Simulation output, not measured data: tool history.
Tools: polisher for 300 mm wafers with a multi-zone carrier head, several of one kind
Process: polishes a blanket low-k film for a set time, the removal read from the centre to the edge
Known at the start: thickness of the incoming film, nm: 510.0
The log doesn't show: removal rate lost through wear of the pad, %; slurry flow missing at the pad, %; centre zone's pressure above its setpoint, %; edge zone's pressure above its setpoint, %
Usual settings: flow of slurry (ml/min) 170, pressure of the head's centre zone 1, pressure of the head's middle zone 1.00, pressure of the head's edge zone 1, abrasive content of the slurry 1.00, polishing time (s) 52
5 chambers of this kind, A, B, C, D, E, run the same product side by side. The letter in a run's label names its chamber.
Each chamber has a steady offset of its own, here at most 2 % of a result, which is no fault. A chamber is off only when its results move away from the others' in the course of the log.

run,hour,flow of slurry (ml/min),pressure of the head's centre zone,pressure of the head's middle zone,pressure of the head's edge zone,abrasive content of the slurry,polishing time (s),wafers polished on this pad,hours since the slurry nozzle was cleaned,hours since the centre zone pressure was calibrated,hours since the edge zone pressure was calibrated,film removed at the wafer's centre (nm),film removed at mid-radius (nm),film removed at the wafer's edge (nm)
1A,4.6,170,1,1.00,1,1.00,52,112,139.7,1093.8,118.9,29.147,28.917,28.708
2B,9.6,170,1,1.00,1,1.00,52,391,99.3,558.5,525.8,29.340,29.611,29.323
3E,14.0,170,1,1.00,1,1.00,52,535,107.9,1053.2,107.9,28.015,29.427,29.269
4C,22.7,170,1,1.00,1,1.00,52,357,455.8,602.0,110.3,28.402,29.267,28.882
5D,28.5,200,1,1.00,1,1.15,52,391,549.1,668.2,745.1,31.918,30.660,30.802
6A,38.0,200,1,1.00,1,1.15,52,351,173.1,1127.2,152.3,31.697,31.283,30.695
7C,47.3,200,1,1.00,1,1.15,52,533,480.4,626.6,134.9,31.809,30.907,30.834
8B,55.3,200,1,1.00,1,1.15,52,718,145.0,604.2,571.5,31.219,32.195,30.843
9D,59.8,200,1,1.00,1,1.15,52,615,580.4,699.5,776.4,31.603,31.065,31.152
10E,65.9,170,1,1.00,1,1.00,52,906,159.8,1105.1,159.8,28.328,28.808,28.113
# hour 72.8: chamber A: worn pad replaced by a new one
11A,73.2,170,1,1.00,1,1.00,52,2,208.3,1162.4,187.5,29.183,29.050,28.397
12B,78.4,170,1,1.00,1,1.00,52,883,168.1,627.3,594.6,29.117,29.172,29.269
13D,82.7,170,1,1.00,1,1.00,52,778,603.3,722.4,799.3,29.401,28.532,28.541
14C,89.3,170,1,1.00,1,1.00,52,833,522.4,668.6,176.9,28.899,28.706,28.268
# hour 93.4: chamber C: slurry nozzle cleaned
15E,95.6,170,1,1.00,1,1.00,52,1118,189.5,1134.8,189.5,27.742,28.251,28.019
# hour 95.9: chamber B: worn pad replaced by a new one
# hour 96.3: chamber B: centre zone pressure recalibrated
16C,103.0,170,1,1.00,1,1.00,52,931,9.6,682.3,190.6,28.934,28.839,28.934
17E,112.3,170,1,1.00,1,1.00,52,1237,206.2,1151.5,206.2,28.702,27.862,27.849
18A,117.1,170,1,0.94,1,1.15,52,316,252.2,1206.3,231.4,31.283,28.787,30.428
19D,122.2,170,1,0.94,1,1.15,52,1061,642.8,761.9,838.8,31.093,28.745,30.909
20B,126.7,170,1,0.94,1,1.15,52,220,216.4,30.5,642.9,31.559,29.041,30.944
21E,134.7,170,1,0.94,1,1.15,52,1398,228.6,1173.9,228.6,29.861,27.543,28.307
22C,141.3,170,1,0.94,1,1.15,52,1205,47.9,720.6,228.9,30.876,29.363,30.703
# hour 146.5: chamber E: centre zone pressure recalibrated
23A,148.5,170,1,1.00,1,1.00,52,540,283.6,1237.7,262.8,29.117,29.122,28.150
24D,155.0,170,1,1.00,1,1.00,52,1295,675.6,794.7,871.6,29.469,28.166,28.694
# hour 158.2: chamber C: worn pad replaced by a new one
25B,159.3,170,1,1.00,1,1.00,52,453,249.0,63.1,675.5,28.895,29.509,28.157
26A,166.8,170,1,1.00,1,1.00,52,671,301.9,1256.0,281.1,29.419,28.937,28.165
# hour 170.0: chamber A: worn pad replaced by a new one
# hour 173.6: chamber D: centre zone pressure recalibrated
27D,174.4,170,1,1.00,1,1.00,52,1434,695.0,0.9,891.0,28.929,28.136,28.470
28C,182.2,170,1,1.00,1,1.00,52,172,88.8,761.5,269.8,28.545,28.399,28.593
# hour 184.2: chamber D: worn pad replaced by a new one
29B,190.2,170,1,1.00,1,1.00,52,674,279.9,94.0,706.4,29.586,29.084,29.763
30E,195.6,170,1,1.00,1,1.00,52,1833,289.5,49.2,289.5,26.535,26.843,26.780
31D,200.0,170,1,1.00,1,1.00,52,113,720.6,26.5,916.6,29.029,28.514,29.082
# hour 200.7: chamber D: slurry nozzle cleaned
# hour 201.3: chamber A: centre zone pressure recalibrated
32E,207.2,170,1,1.00,1,1.00,52,1916,301.1,60.8,301.1,26.204,26.469,26.662
# hour 207.6: chamber C: centre zone pressure recalibrated
33B,214.2,170,1,1.00,1,1.00,52,845,303.9,118.0,730.4,29.299,29.043,28.096
34A,222.4,170,1,1.00,1,1.20,52,374,357.5,21.1,336.7,31.570,31.250,30.673
35C,226.8,170,1,1.00,1,1.20,52,490,133.4,19.3,314.4,30.477,31.263,31.181
# hour 227.1: chamber B: worn pad replaced by a new one
36B,232.0,170,1,1.00,1,1.20,52,35,321.7,135.8,748.2,31.734,31.405,31.781
37C,236.9,170,1,1.00,1,1.20,52,562,143.5,29.4,324.5,31.753,31.093,30.586
# hour 245.3: chamber A: worn pad replaced by a new one
38D,245.3,170,1,1.00,1,1.20,52,436,44.7,71.8,961.9,31.810,30.726,30.654
39E,254.3,170,1,1.00,1,0.80,35,2252,348.2,107.9,348.2,15.397,15.788,15.478
40A,260.5,170,1,1.00,1,0.80,35,109,395.6,59.2,374.8,17.374,17.195,16.850
41D,265.8,170,1,1.00,1,0.80,35,583,65.2,92.3,982.4,17.552,17.087,17.208
42B,275.2,170,1,1.00,1,0.80,35,344,364.9,179.0,791.4,17.543,17.658,17.297

Is one chamber off against the others, does the gauge drift, or is nothing wrong? If a chamber is off, say which, and what the likeliest cause is.

Chamber E drifts away from the others.
Cause: removal rate lost through wear of the pad, % = 11.7.
The log may not tell that from: slurry flow missing at the pad, %.

Here are 4 candidates for chamber E's next run, each the usual settings with a change, their results left as question marks. Which one brings its results back in line with what the others give on the usual settings?
In line means no further than this from the other chambers' mean on the usual settings: film removed at the wafer's centre (nm) 1.200; film removed at mid-radius (nm) 0.830; film removed at the wafer's edge (nm) 1.200
43E-1,281.9,170,1.00,1.00,1,1.00,54,,,,,?,?,?
43E-2,281.9,170,1.00,1.00,1,1.00,50,,,,,?,?,?
43E-3,281.9,175,1.01,1.00,1,1.05,57,,,,,?,?,?
43E-4,281.9,165,0.99,1.00,1,0.95,48,,,,,?,?,?

The other chambers' mean on the usual settings: film removed at the wafer's centre (nm) 28.935; film removed at mid-radius (nm) 28.838; film removed at the wafer's edge (nm) 28.676
run,film removed at the wafer's centre (nm),film removed at mid-radius (nm),film removed at the wafer's edge (nm)
43E-1,26.494,26.801,26.575
43E-2,24.531,24.816,24.606
43E-3,29.061,29.062,28.780
43E-4,22.612,23.143,22.978
43E-3 brings the chamber back in line.
